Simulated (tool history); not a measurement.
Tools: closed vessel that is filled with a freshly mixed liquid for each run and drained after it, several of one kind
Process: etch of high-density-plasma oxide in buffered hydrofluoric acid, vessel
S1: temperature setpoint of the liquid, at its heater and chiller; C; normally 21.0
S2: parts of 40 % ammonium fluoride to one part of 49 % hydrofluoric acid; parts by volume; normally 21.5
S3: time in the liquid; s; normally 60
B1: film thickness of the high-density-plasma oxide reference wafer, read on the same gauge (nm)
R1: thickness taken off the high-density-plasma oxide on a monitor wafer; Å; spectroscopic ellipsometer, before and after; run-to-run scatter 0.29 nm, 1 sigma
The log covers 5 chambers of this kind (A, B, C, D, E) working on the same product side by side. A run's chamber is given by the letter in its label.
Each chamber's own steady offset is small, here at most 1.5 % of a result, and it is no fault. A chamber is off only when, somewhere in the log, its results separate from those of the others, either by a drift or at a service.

run,hour,S1,S2,S3,B1,R1
1C,3.4,21.0,21.5,60,140.00,316.28
2A,5.6,21.0,21.5,60,140.00,311.99
3B,10.1,21.0,21.5,60,140.01,314.59
4E,14.1,21.0,21.5,60,139.99,315.21
5D,17.1,21.0,21.5,85,140.01,444.79
6C,20.0,21.0,21.5,85,139.99,450.29
7E,23.5,21.0,21.5,85,140.02,450.61
8A,26.4,21.0,21.5,85,140.01,430.92
9D,29.2,21.0,21.5,85,139.97,458.93
10B,31.8,21.0,21.5,60,139.97,314.80
11B,34.3,21.0,27.0,35,139.99,157.33
12A,36.8,21.0,27.0,35,139.98,158.09
13C,39.4,21.0,27.0,35,140.02,160.81
14D,43.1,21.0,27.0,35,139.97,156.08
15E,45.7,21.0,27.0,35,140.00,158.67
# hour 48.2: chamber C: thermometer replaced
16E,48.7,21.0,21.5,60,139.99,313.52
17C,50.8,21.0,21.5,60,139.99,320.55
18A,54.4,21.0,21.5,60,140.02,319.55
19D,56.6,21.0,21.5,60,139.99,324.61
20B,60.3,21.0,21.5,60,139.99,310.40
21C,63.6,21.0,21.5,60,139.95,320.81
22E,66.5,21.0,17.5,70,140.00,441.47
23A,69.1,21.0,17.5,70,139.97,445.20
24B,71.6,21.0,17.5,70,139.99,448.48
25D,74.1,21.0,17.5,70,140.00,439.19
26C,76.3,21.0,17.5,70,140.00,446.56
27D,80.4,24.0,19.0,60,139.99,411.62
28E,83.8,24.0,19.0,60,139.99,417.38
29A,88.1,24.0,19.0,60,140.00,421.92
30B,91.1,24.0,19.0,60,140.02,405.37
31C,94.5,24.0,19.0,60,140.02,412.20
32A,96.9,21.0,21.5,60,139.98,330.73
33B,100.4,21.0,21.5,60,140.01,318.64
34D,104.8,21.0,21.5,40,139.98,215.08
35E,109.3,21.0,21.5,40,140.00,213.15
36D,113.3,21.0,21.5,40,140.02,213.83
37B,115.4,21.0,21.5,40,140.00,212.59
38E,118.8,21.0,21.5,40,139.97,210.10
# hour 120.9: chamber A: hydrofluoric acid flow meter replaced
39C,121.0,21.0,21.5,60,140.03,320.22
40A,123.5,21.0,21.5,60,140.01,336.25
41A,125.7,19.5,21.5,60,139.98,304.45

Read the log: is a single chamber off, either drifting away or since a service, is the gauge that measures every chamber drifting, or is nothing wrong beyond small per-chamber offsets? Name any odd chamber and what most likely caused it.

It is chamber A that slowly wanders off from its peers.
Likeliest cause: liquid hotter than its thermometer reads (K) = 1.31.

Below are 4 candidate recipes for chamber A's next run, each the usual settings with a change, their results shown as question marks. Which of them brings A's results back in line with what the other chambers give on the usual settings?
In line means no further than this from the other chambers' mean on the usual settings: R1 10.00 Å
42A-1,128.9,20.5,21.5,55,,?
42A-2,128.9,22.0,21.5,60,,?
42A-3,128.9,21.5,21.0,65,,?
42A-4,128.9,21.0,23.5,60,,?

The other chambers' mean on the usual settings: R1 318.01 Å
run,R1
42A-1,301.08
42A-2,356.65
42A-3,381.91
42A-4,317.71
The answer is 42A-4, which returns the chamber to within the allowed miss of the others.
